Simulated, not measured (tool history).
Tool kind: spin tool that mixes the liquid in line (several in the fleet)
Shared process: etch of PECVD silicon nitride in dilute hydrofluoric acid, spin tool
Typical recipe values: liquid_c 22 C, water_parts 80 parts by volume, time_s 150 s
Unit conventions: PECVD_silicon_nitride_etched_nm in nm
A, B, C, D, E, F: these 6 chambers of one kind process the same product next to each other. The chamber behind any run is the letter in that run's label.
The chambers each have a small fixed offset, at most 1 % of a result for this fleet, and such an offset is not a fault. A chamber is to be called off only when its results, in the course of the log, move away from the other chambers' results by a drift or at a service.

run	hour	liquid_c	water_parts	time_s	read-back film thickness of the PECVD silicon nitride reference wafer, read on the same gauge (nm)	PECVD_silicon_nitride_etched_nm
1C	5.5	22	80	150	59.989	6.3283
2A	8.4	22	80	150	59.984	6.3048
3B	13.9	22	80	150	60.008	6.4253
4D	20.1	22	80	150	59.994	6.4543
5F	23.9	22	80	150	59.971	6.3162
6E	29.0	22	80	150	60.004	6.4519
7D	34.3	22	80	150	60.006	6.3437
8F	38.0	22	80	150	60.024	6.4100
9C	41.6	22	80	150	59.996	6.3573
10E	47.9	22	80	150	59.991	6.4050
11B	54.6	22	80	150	59.985	6.3741
12A	60.5	22	80	150	59.980	6.4004
13F	66.7	22	80	150	60.001	6.2915
14A	72.4	22	80	150	60.003	6.3578
15B	77.5	22	80	150	59.998	6.3446
16D	83.8	22	80	150	59.996	6.4154
17C	88.2	22	80	150	59.994	6.3965
18E	92.0	22	80	150	60.009	6.5026
19E	95.0	22	80	150	60.019	6.3965
20D	101.5	22	80	150	60.014	6.3910
21B	104.4	18	65	150	59.993	6.0153
22A	108.2	18	65	150	59.991	5.9869
23F	112.1	18	65	150	60.018	5.6508
24C	115.6	18	65	150	60.013	5.8773
25E	118.7	18	65	150	60.025	6.0335
26A	123.8	18	65	150	59.993	5.8989
27D	128.0	22	95	65	59.999	2.3449
28F	133.1	22	95	65	59.984	2.2401
29B	139.4	22	95	65	59.989	2.3192
30C	142.5	22	95	65	59.994	2.3144
31B	148.8	22	95	65	60.005	2.3656
32A	153.6	22	95	65	60.017	2.3614
33D	158.7	22	115	80	60.016	2.3543
34C	164.8	22	115	80	60.001	2.4057
35F	170.2	22	115	80	59.999	2.2037
36E	173.7	22	115	80	60.006	2.4000
37B	177.7	22	115	80	59.995	2.3652

One chamber off, gauge drift, or nothing amiss beyond the chambers' own small offsets? If it is a chamber, which one, and what is the likeliest cause?

Little by little, chamber F moves away from the other chambers.
Most likely cause: hydrofluoric acid flow below the setpoint (%) = 9.05.
With only this log, it may be confused with: liquid colder than its thermometer reads (K).

Here are 4 candidates for chamber F's next run, each the usual settings with a change, their results left as question marks. Which one brings its results back in line with what the others give on the usual settings?
In-line tolerance around the mean of the other chambers on the usual settings: PECVD_silicon_nitride_etched_nm 0.1800 nm
38F-1	182.5	22.0	80	145		?
38F-2	182.5	21.5	80	140		?
38F-3	182.5	22.0	80	155		?
38F-4	182.5	22.5	75	150		?

Usual-settings mean across the other chambers: PECVD_silicon_nitride_etched_nm 6.3923 nm
run	PECVD_silicon_nitride_etched_nm
38F-1	5.6104
38F-2	5.2373
38F-3	5.9973
38F-4	6.3882
The answer is 38F-4, which returns the chamber to within the allowed miss of the others.
